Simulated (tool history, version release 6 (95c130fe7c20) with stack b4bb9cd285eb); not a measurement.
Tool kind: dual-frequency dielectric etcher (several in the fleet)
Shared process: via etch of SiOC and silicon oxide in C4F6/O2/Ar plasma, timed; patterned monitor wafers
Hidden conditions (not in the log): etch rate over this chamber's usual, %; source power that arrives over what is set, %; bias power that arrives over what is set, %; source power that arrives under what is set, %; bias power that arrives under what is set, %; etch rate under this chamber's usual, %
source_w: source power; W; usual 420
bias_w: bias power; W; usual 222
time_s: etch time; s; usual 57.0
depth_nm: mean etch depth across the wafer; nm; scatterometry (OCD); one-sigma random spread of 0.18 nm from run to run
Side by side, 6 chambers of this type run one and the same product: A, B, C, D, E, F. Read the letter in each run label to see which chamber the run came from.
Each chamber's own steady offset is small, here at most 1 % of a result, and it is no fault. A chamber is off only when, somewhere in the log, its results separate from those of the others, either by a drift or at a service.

| run | hour | source_w | bias_w | time_s | hours since the last wet clean | hours since the last source power generator calibration | hours since the last bias power generator calibration | read-back reference wafer on the same gauge, depth_nm | depth_nm |
|---|---|---|---|---|---|---|---|---|---|
| 1F | 8.2 | 420 | 222 | 57.0 | 153.6 | 442.5 | 1225.0 | 79.457 | 69.951 |
|  | 12.4 | chamber C: bias power generator calibrated |
| 2A | 15.9 | 420 | 222 | 57.0 | 145.3 | 607.2 | 2519.6 | 79.525 | 69.560 |
| 3E | 25.5 | 420 | 222 | 57.0 | 43.5 | 1485.9 | 808.9 | 79.491 | 70.449 |
| 4B | 35.6 | 420 | 222 | 57.0 | 285.0 | 2310.0 | 2207.7 | 79.517 | 70.073 |
| 5C | 45.3 | 420 | 222 | 57.0 | 451.5 | 2690.4 | 32.9 | 79.487 | 70.413 |
| 6D | 55.6 | 420 | 222 | 57.0 | 360.0 | 314.8 | 935.6 | 79.475 | 70.014 |
| 7E | 60.3 | 420 | 222 | 62.0 | 78.3 | 1520.7 | 843.7 | 79.474 | 76.748 |
| 8A | 66.0 | 420 | 222 | 62.0 | 195.4 | 657.3 | 2569.7 | 79.497 | 75.648 |
| 9F | 76.4 | 420 | 222 | 62.0 | 221.8 | 510.7 | 1293.2 | 79.489 | 76.387 |
| 10D | 86.4 | 420 | 222 | 62.0 | 390.8 | 345.6 | 966.4 | 79.526 | 75.853 |
|  | 92.9 | chamber C: wet clean of the chamber |
| 11C | 93.5 | 420 | 222 | 62.0 | 0.6 | 2738.6 | 81.1 | 79.482 | 76.507 |
| 12B | 102.6 | 420 | 222 | 62.0 | 352.0 | 2377.0 | 2274.7 | 79.505 | 76.205 |
| 13D | 110.4 | 420 | 222 | 57.0 | 414.8 | 369.6 | 990.4 | 79.508 | 70.038 |
| 14E | 118.9 | 420 | 222 | 57.0 | 136.9 | 1579.3 | 902.3 | 79.513 | 70.546 |
| 15A | 129.4 | 420 | 222 | 57.0 | 258.8 | 720.7 | 2633.1 | 79.572 | 69.524 |
| 16F | 134.8 | 420 | 222 | 57.0 | 280.2 | 569.1 | 1351.6 | 79.490 | 69.652 |
| 17B | 144.0 | 420 | 222 | 57.0 | 393.4 | 2418.4 | 2316.1 | 79.492 | 70.071 |
| 18C | 150.2 | 420 | 222 | 57.0 | 57.3 | 2795.3 | 137.8 | 79.472 | 70.225 |
|  | 155.3 | chamber D: wet clean of the chamber |
| 19A | 157.5 | 420 | 222 | 57.0 | 286.9 | 748.8 | 2661.2 | 79.558 | 69.556 |
| 20F | 165.9 | 420 | 222 | 57.0 | 311.3 | 600.2 | 1382.7 | 79.536 | 69.665 |
| 21D | 174.6 | 420 | 222 | 70.0 | 19.3 | 433.8 | 1054.6 | 79.477 | 85.569 |
| 22C | 183.2 | 420 | 222 | 70.0 | 90.3 | 2828.3 | 170.8 | 79.489 | 86.546 |
| 23E | 193.7 | 420 | 222 | 70.0 | 211.7 | 1654.1 | 977.1 | 79.474 | 86.790 |
| 24B | 199.1 | 420 | 222 | 70.0 | 448.5 | 2473.5 | 2371.2 | 79.514 | 86.153 |
| 25A | 209.2 | 420 | 222 | 70.0 | 338.6 | 800.5 | 2712.9 | 79.409 | 85.302 |
| 26E | 217.1 | 420 | 222 | 70.0 | 235.1 | 1677.5 | 1000.5 | 79.478 | 86.675 |
| 27C | 225.9 | 420 | 222 | 43.0 | 133.0 | 2871.0 | 213.5 | 79.514 | 53.157 |
| 28B | 235.3 | 420 | 222 | 43.0 | 484.7 | 2509.7 | 2407.4 | 79.516 | 52.822 |
| 29F | 240.8 | 420 | 222 | 43.0 | 386.2 | 675.1 | 1457.6 | 79.509 | 52.097 |
| 30D | 247.1 | 420 | 222 | 43.0 | 91.8 | 506.3 | 1127.1 | 79.443 | 52.528 |
| 31A | 254.7 | 420 | 222 | 43.0 | 384.1 | 846.0 | 2758.4 | 79.510 | 52.458 |
|  | 255.4 | chamber B: wet clean of the chamber |
| 32F | 260.0 | 420 | 222 | 43.0 | 405.4 | 694.3 | 1476.8 | 79.462 | 52.339 |
| 33D | 266.4 | 420 | 222 | 57.0 | 111.1 | 525.6 | 1146.4 | 79.486 | 69.897 |
| 34E | 275.0 | 420 | 222 | 57.0 | 293.0 | 1735.4 | 1058.4 | 79.535 | 70.627 |
| 35C | 284.8 | 420 | 222 | 57.0 | 191.9 | 2929.9 | 272.4 | 79.447 | 70.493 |
| 36B | 293.7 | 420 | 186 | 57.0 | 38.4 | 2568.1 | 2465.8 | 79.523 | 65.877 |
| 37E | 303.7 | 420 | 186 | 57.0 | 321.7 | 1764.1 | 1087.1 | 79.464 | 66.649 |
| 38C | 312.7 | 420 | 186 | 57.0 | 219.8 | 2957.8 | 300.3 | 79.520 | 66.334 |
| 39F | 320.7 | 420 | 186 | 57.0 | 466.1 | 755.0 | 1537.5 | 79.449 | 65.090 |
| 40B | 327.0 | 420 | 186 | 57.0 | 71.7 | 2601.4 | 2499.1 | 79.527 | 66.032 |
| 41A | 334.4 | 420 | 186 | 57.0 | 463.8 | 925.7 | 2838.1 | 79.485 | 65.511 |
| 42D | 343.1 | 420 | 222 | 57.0 | 187.8 | 602.3 | 1223.1 | 79.530 | 69.728 |
| 43B | 352.7 | 420 | 222 | 62.5 | 97.4 | 2627.1 | 2524.8 | 79.476 | 76.706 |
| 44D | 357.8 | 420 | 222 | 62.5 | 202.5 | 617.0 | 1237.8 | 79.507 | 76.396 |

Predict what each chamber gives when all 6 of them run the settings below next.
| 45A | 365.5 | 420 | 222 | 57.0 |  |  |  |  | ? |
| 45B | 365.5 | 420 | 222 | 57.0 |  |  |  |  | ? |
| 45C | 365.5 | 420 | 222 | 57.0 |  |  |  |  | ? |
| 45D | 365.5 | 420 | 222 | 57.0 |  |  |  |  | ? |
| 45E | 365.5 | 420 | 222 | 57.0 |  |  |  |  | ? |
| 45F | 365.5 | 420 | 222 | 57.0 |  |  |  |  | ? |

| run | depth_nm |
|---|---|
| 45A | 69.304 |
| 45B | 69.705 |
| 45C | 70.345 |
| 45D | 69.552 |
| 45E | 70.668 |
| 45F | 68.673 |
